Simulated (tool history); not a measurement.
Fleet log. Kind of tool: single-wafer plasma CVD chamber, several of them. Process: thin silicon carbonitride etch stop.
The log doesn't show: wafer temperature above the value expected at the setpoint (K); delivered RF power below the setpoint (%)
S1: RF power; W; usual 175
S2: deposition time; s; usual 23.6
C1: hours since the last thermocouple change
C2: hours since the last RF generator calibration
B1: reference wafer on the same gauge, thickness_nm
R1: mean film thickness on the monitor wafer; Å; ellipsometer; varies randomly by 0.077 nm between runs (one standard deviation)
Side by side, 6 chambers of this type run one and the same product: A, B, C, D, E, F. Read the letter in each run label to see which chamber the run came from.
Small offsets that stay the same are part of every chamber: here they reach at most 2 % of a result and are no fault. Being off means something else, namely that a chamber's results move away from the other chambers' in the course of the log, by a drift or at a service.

{"run": "1C", "hour": 5.6, "S1": 175, "S2": 23.6, "C1": 1120.5, "C2": 29.6, "B1": 12.804, "R1": 127.04}
{"run": "2A", "hour": 10.5, "S1": 175, "S2": 23.6, "C1": 67.9, "C2": 318.1, "B1": 12.798, "R1": 128.28}
{"run": "3B", "hour": 15.9, "S1": 175, "S2": 23.6, "C1": 866.8, "C2": 1580.1, "B1": 12.8, "R1": 128.12}
{"run": "4D", "hour": 21.8, "S1": 175, "S2": 23.6, "C1": 800.4, "C2": 379.6, "B1": 12.797, "R1": 128.93}
{"run": "5E", "hour": 26.8, "S1": 175, "S2": 23.6, "C1": 1518.7, "C2": 716.2, "B1": 12.81, "R1": 127.71}
{"run": "6F", "hour": 36.4, "S1": 175, "S2": 23.6, "C1": 1692.4, "C2": 613.3, "B1": 12.786, "R1": 130.59}
{"run": "7F", "hour": 43.5, "S1": 175, "S2": 25.8, "C1": 1699.5, "C2": 620.4, "B1": 12.806, "R1": 140.15}
{"run": "8C", "hour": 53.6, "S1": 175, "S2": 25.8, "C1": 1168.5, "C2": 77.6, "B1": 12.797, "R1": 138.64}
{"run": "9D", "hour": 61.1, "S1": 175, "S2": 25.8, "C1": 839.7, "C2": 418.9, "B1": 12.798, "R1": 141.51}
{"run": "10A", "hour": 70.8, "S1": 175, "S2": 25.8, "C1": 128.2, "C2": 378.4, "B1": 12.772, "R1": 140.77}
{"run": "11E", "hour": 78.4, "S1": 175, "S2": 25.8, "C1": 1570.3, "C2": 767.8, "B1": 12.778, "R1": 140.89}
{"run": "12B", "hour": 85.7, "S1": 175, "S2": 25.8, "C1": 936.6, "C2": 1649.9, "B1": 12.794, "R1": 140.35}
{"run": "13D", "hour": 92.0, "S1": 175, "S2": 23.6, "C1": 870.6, "C2": 449.8, "B1": 12.795, "R1": 128.88}
{"run": "14E", "hour": 99.5, "S1": 175, "S2": 23.6, "C1": 1591.4, "C2": 788.9, "B1": 12.817, "R1": 127.51}
{"run": "15C", "hour": 109.0, "S1": 175, "S2": 23.6, "C1": 1223.9, "C2": 133.0, "B1": 12.809, "R1": 128.42}
{"run": "16A", "hour": 117.1, "S1": 175, "S2": 23.6, "C1": 174.5, "C2": 424.7, "B1": 12.801, "R1": 129.53}
{"run": "17B", "hour": 126.9, "S1": 175, "S2": 23.6, "C1": 977.8, "C2": 1691.1, "B1": 12.789, "R1": 128.09}
{"run": "18F", "hour": 135.8, "S1": 175, "S2": 23.6, "C1": 1791.8, "C2": 712.7, "B1": 12.809, "R1": 130.4}
{"run": "19C", "hour": 141.6, "S1": 175, "S2": 23.6, "C1": 1256.5, "C2": 165.6, "B1": 12.809, "R1": 127.26}
{"run": "20E", "hour": 148.0, "S1": 175, "S2": 23.6, "C1": 1639.9, "C2": 837.4, "B1": 12.81, "R1": 127.36}
{"run": "21D", "hour": 152.8, "S1": 175, "S2": 23.6, "C1": 931.4, "C2": 510.6, "B1": 12.79, "R1": 128.71}
{"run": "22F", "hour": 157.7, "S1": 175, "S2": 23.6, "C1": 1813.7, "C2": 734.6, "B1": 12.795, "R1": 129.84}
{"run": "23B", "hour": 163.3, "S1": 145, "S2": 23.6, "C1": 1014.2, "C2": 1727.5, "B1": 12.814, "R1": 122.26}
{"run": "24A", "hour": 173.1, "S1": 145, "S2": 23.6, "C1": 230.5, "C2": 480.7, "B1": 12.789, "R1": 121.41}
{"run": "25E", "hour": 180.7, "S1": 145, "S2": 23.6, "C1": 1672.6, "C2": 870.1, "B1": 12.81, "R1": 120.71}
{"run": "26F", "hour": 185.9, "S1": 145, "S2": 23.6, "C1": 1841.9, "C2": 762.8, "B1": 12.806, "R1": 122.28}
{"run": "27A", "hour": 195.3, "S1": 145, "S2": 23.6, "C1": 252.7, "C2": 502.9, "B1": 12.79, "R1": 122.3}
{"run": "28B", "hour": 202.4, "S1": 145, "S2": 23.6, "C1": 1053.3, "C2": 1766.6, "B1": 12.804, "R1": 121.0}
{"run": "29C", "hour": 210.3, "S1": 175, "S2": 23.6, "C1": 1325.2, "C2": 234.3, "B1": 12.808, "R1": 126.41}
{"run": "30D", "hour": 217.1, "S1": 175, "S2": 23.6, "C1": 995.7, "C2": 574.9, "B1": 12.789, "R1": 128.26}
{"run": "31F", "hour": 221.9, "S1": 175, "S2": 23.6, "C1": 1877.9, "C2": 798.8, "B1": 12.806, "R1": 129.48}
{"run": "32C", "hour": 229.6, "S1": 175, "S2": 23.6, "C1": 1344.5, "C2": 253.6, "B1": 12.793, "R1": 126.56}
{"run": "33E", "hour": 235.8, "S1": 175, "S2": 23.6, "C1": 1727.7, "C2": 925.2, "B1": 12.802, "R1": 127.41}
{"run": "34A", "hour": 243.5, "S1": 150, "S2": 25.3, "C1": 300.9, "C2": 551.1, "B1": 12.806, "R1": 132.45}
{"run": "35D", "hour": 251.8, "S1": 150, "S2": 25.3, "C1": 1030.4, "C2": 609.6, "B1": 12.807, "R1": 132.22}
{"run": "36B", "hour": 259.1, "S1": 150, "S2": 25.3, "C1": 1110.0, "C2": 1823.3, "B1": 12.801, "R1": 130.28}
{"run": "37A", "hour": 263.9, "S1": 150, "S2": 25.3, "C1": 321.3, "C2": 571.5, "B1": 12.806, "R1": 132.29}
{"run": "38B", "hour": 273.7, "S1": 150, "S2": 25.3, "C1": 1124.6, "C2": 1837.9, "B1": 12.799, "R1": 130.71}
{"run": "39D", "hour": 278.7, "S1": 150, "S2": 25.3, "C1": 1057.3, "C2": 636.5, "B1": 12.793, "R1": 132.9}
{"run": "40F", "hour": 283.6, "S1": 175, "S2": 23.6, "C1": 1939.6, "C2": 860.5, "B1": 12.8, "R1": 129.74}
{"run": "41C", "hour": 290.8, "S1": 175, "S2": 23.6, "C1": 1405.7, "C2": 314.8, "B1": 12.793, "R1": 126.58}
{"run": "42E", "hour": 299.0, "S1": 175, "S2": 23.6, "C1": 1790.9, "C2": 988.4, "B1": 12.806, "R1": 127.94}
{"run": "43F", "hour": 305.8, "S1": 175, "S2": 23.6, "C1": 1961.8, "C2": 882.7, "B1": 12.786, "R1": 129.43}
{"run": "44B", "hour": 315.1, "S1": 160, "S2": 23.6, "C1": 1166.0, "C2": 1879.3, "B1": 12.81, "R1": 124.25}

Has any chamber moved away from the others, gradually or after a service, or does the common gauge drift, or do the chambers differ only by their own small steady offsets? State the chamber and the most likely cause if one applies.

Nothing is wrong: each chamber keeps only its own small, steady offset and the gauge holds still.
